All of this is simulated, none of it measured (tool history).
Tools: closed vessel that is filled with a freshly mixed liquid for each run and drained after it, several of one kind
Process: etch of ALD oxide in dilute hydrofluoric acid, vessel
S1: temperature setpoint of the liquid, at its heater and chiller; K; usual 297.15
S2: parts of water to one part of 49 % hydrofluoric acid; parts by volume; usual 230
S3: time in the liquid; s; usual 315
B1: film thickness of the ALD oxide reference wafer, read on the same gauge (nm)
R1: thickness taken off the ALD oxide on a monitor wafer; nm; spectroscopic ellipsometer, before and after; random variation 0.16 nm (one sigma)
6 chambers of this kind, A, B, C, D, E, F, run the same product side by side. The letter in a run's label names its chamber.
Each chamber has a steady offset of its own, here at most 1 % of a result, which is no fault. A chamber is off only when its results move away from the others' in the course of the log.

| run | hour | S1 | S2 | S3 | B1 | R1 |
|---|---|---|---|---|---|---|
| 1F | 11.1 | 297.15 | 230 | 315 | 150.00 | 18.5580 |
| 2D | 19.3 | 297.15 | 230 | 315 | 149.97 | 18.4710 |
| 3A | 31.8 | 297.15 | 230 | 315 | 150.00 | 18.6860 |
| 4E | 38.4 | 297.15 | 230 | 315 | 150.00 | 18.3990 |
| 5B | 46.0 | 297.15 | 300 | 180 | 150.02 | 7.4307 |
|  | 53.5 | chamber C: thermometer replaced |
| 6C | 55.1 | 297.15 | 300 | 180 | 149.98 | 7.4779 |
| 7E | 63.4 | 297.15 | 300 | 180 | 150.02 | 7.4891 |
|  | 63.8 | chamber F: thermometer replaced |
| 8B | 72.2 | 297.15 | 300 | 180 | 150.02 | 7.6252 |
| 9A | 79.7 | 297.15 | 300 | 180 | 149.98 | 7.5280 |
| 10F | 92.4 | 297.15 | 300 | 180 | 149.98 | 7.4595 |
| 11C | 100.3 | 297.15 | 230 | 315 | 149.99 | 18.3860 |
| 12D | 108.7 | 297.15 | 230 | 315 | 149.97 | 18.2670 |
| 13E | 116.8 | 294.65 | 230 | 315 | 150.00 | 16.8820 |
| 14A | 129.9 | 294.65 | 230 | 315 | 150.02 | 17.0060 |
| 15D | 139.6 | 294.65 | 230 | 315 | 150.01 | 16.8580 |
| 16B | 147.2 | 294.65 | 230 | 315 | 150.04 | 16.6870 |
| 17C | 160.3 | 294.65 | 230 | 315 | 149.99 | 16.8020 |
| 18F | 168.8 | 294.65 | 230 | 315 | 150.02 | 16.5870 |
| 19F | 180.8 | 297.15 | 230 | 375 | 149.97 | 21.6370 |
| 20C | 189.7 | 297.15 | 230 | 375 | 150.00 | 21.7260 |
| 21B | 200.5 | 297.15 | 230 | 375 | 150.06 | 21.8900 |
| 22A | 206.6 | 297.15 | 230 | 375 | 150.00 | 21.9950 |
| 23D | 216.6 | 297.15 | 230 | 375 | 150.04 | 22.0010 |
| 24E | 227.8 | 297.15 | 230 | 375 | 150.01 | 21.9400 |
|  | 230.6 | chamber E: thermometer replaced |
| 25D | 234.0 | 297.15 | 230 | 315 | 150.01 | 18.5660 |
| 26E | 242.0 | 297.15 | 230 | 315 | 149.97 | 18.3210 |
| 27A | 253.8 | 297.15 | 230 | 315 | 150.02 | 18.4680 |
| 28B | 261.4 | 297.15 | 230 | 160 | 149.99 | 9.2835 |
| 29C | 274.6 | 297.15 | 230 | 160 | 149.98 | 9.2614 |
| 30F | 284.5 | 297.15 | 230 | 160 | 150.00 | 9.3414 |
| 31B | 292.3 | 297.15 | 230 | 160 | 150.00 | 9.3874 |
| 32A | 302.7 | 297.15 | 230 | 160 | 149.99 | 9.4392 |
| 33D | 312.8 | 297.15 | 230 | 160 | 149.96 | 9.7537 |
| 34E | 323.5 | 297.15 | 230 | 315 | 150.01 | 18.4530 |
| 35C | 330.3 | 297.15 | 230 | 315 | 150.02 | 18.5250 |
| 36F | 342.2 | 300.15 | 230 | 150 | 149.96 | 9.5257 |
| 37B | 353.2 | 300.15 | 230 | 150 | 150.01 | 9.6282 |
|  | 360.9 | chamber C: hydrofluoric acid flow meter replaced |
| 38A | 361.0 | 300.15 | 230 | 150 | 149.96 | 9.8854 |
| 39C | 372.5 | 300.15 | 230 | 150 | 150.02 | 9.6302 |

All 6 chambers run these settings next. Forecast each chamber's results:
| 40A | 382.1 | 297.15 | 230 | 465 |  | ? |
| 40B | 382.1 | 297.15 | 230 | 465 |  | ? |
| 40C | 382.1 | 297.15 | 230 | 465 |  | ? |
| 40D | 382.1 | 297.15 | 230 | 465 |  | ? |
| 40E | 382.1 | 297.15 | 230 | 465 |  | ? |
| 40F | 382.1 | 297.15 | 230 | 465 |  | ? |

| run | R1 |
|---|---|
| 40A | 27.5060 |
| 40B | 27.1560 |
| 40C | 26.5940 |
| 40D | 28.6310 |
| 40E | 27.0700 |
| 40F | 27.0780 |

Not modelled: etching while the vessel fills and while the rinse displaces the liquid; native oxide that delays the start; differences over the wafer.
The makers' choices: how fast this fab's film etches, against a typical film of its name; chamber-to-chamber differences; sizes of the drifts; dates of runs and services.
